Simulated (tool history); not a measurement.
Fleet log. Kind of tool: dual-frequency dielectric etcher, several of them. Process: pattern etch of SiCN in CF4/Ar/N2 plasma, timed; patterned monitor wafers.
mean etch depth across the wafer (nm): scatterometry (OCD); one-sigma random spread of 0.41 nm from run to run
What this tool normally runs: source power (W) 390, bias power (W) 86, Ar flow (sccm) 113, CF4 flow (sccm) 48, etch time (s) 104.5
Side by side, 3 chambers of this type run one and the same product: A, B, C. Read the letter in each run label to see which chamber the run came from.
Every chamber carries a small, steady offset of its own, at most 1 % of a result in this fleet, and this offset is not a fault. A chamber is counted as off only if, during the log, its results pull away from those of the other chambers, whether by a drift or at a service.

run,hour,source power (W),bias power (W),Ar flow (sccm),CF4 flow (sccm),etch time (s),"read-back reference wafer on the same gauge, depth_nm",mean etch depth across the wafer (nm)
# hour 7.2: chamber C: wet clean of the chamber
1C,8.6,390,86,113,48,104.5,77.894,78.276
2B,24.2,390,86,113,48,104.5,77.804,78.532
3A,35.7,390,86,113,48,104.5,77.873,78.628
4C,45.9,390,86,113,48,104.5,77.808,78.999
5A,53.8,390,86,113,48,104.5,77.706,78.533
6B,64,390,86,113,48,104.5,77.754,79.311
7A,79.2,390,86,113,48,104.5,77.787,78.426
8C,90.6,390,86,113,48,104.5,77.75,78.259
9B,103.4,390,86,113,48,104.5,77.792,79.442
10C,114.4,390,86,113,48,104.5,77.715,77.799
# hour 129.3: chamber A: wet clean of the chamber
11B,130.5,390,86,113,48,104.5,77.898,79.461
12A,139.1,390,86,113,48,104.5,77.74,78.516
13A,150.6,390,86,113,48,104.5,77.74,77.967
14C,164.7,390,86,113,48,104.5,77.812,78.27
15B,173.1,390,86,113,48,104.5,77.738,79.34
16A,182.7,390,77,113,41,104.5,77.828,73.439
# hour 183.8: chamber B: wet clean of the chamber
17B,195.5,390,77,113,41,104.5,77.821,74.485
18C,210.7,390,77,113,41,104.5,77.833,73.003
19A,219.8,390,86,113,48,104.5,77.872,78.149
20C,233.8,390,86,113,48,104.5,77.819,78.441
21B,244.8,390,86,91,48,104.5,77.805,82.16
22A,257,390,86,91,48,104.5,77.674,81.65
23B,271,390,86,91,48,104.5,77.879,81.986
24C,281.8,390,86,113,48,104.5,77.877,78.854
25B,295,390,86,113,48,104.5,77.834,79.249
26C,304.6,390,86,113,48,104.5,77.822,78.571
27A,315,390,86,113,48,104.5,77.7,78.955
28C,327.9,390,86,113,48,104.5,77.762,77.976

Is one chamber out of step, is the gauge drifting, or do the chambers differ by no more than their own small offsets? For an off chamber, give its letter and the likeliest cause.

No chamber stands off beyond its own small offset, and the gauge holds steady.
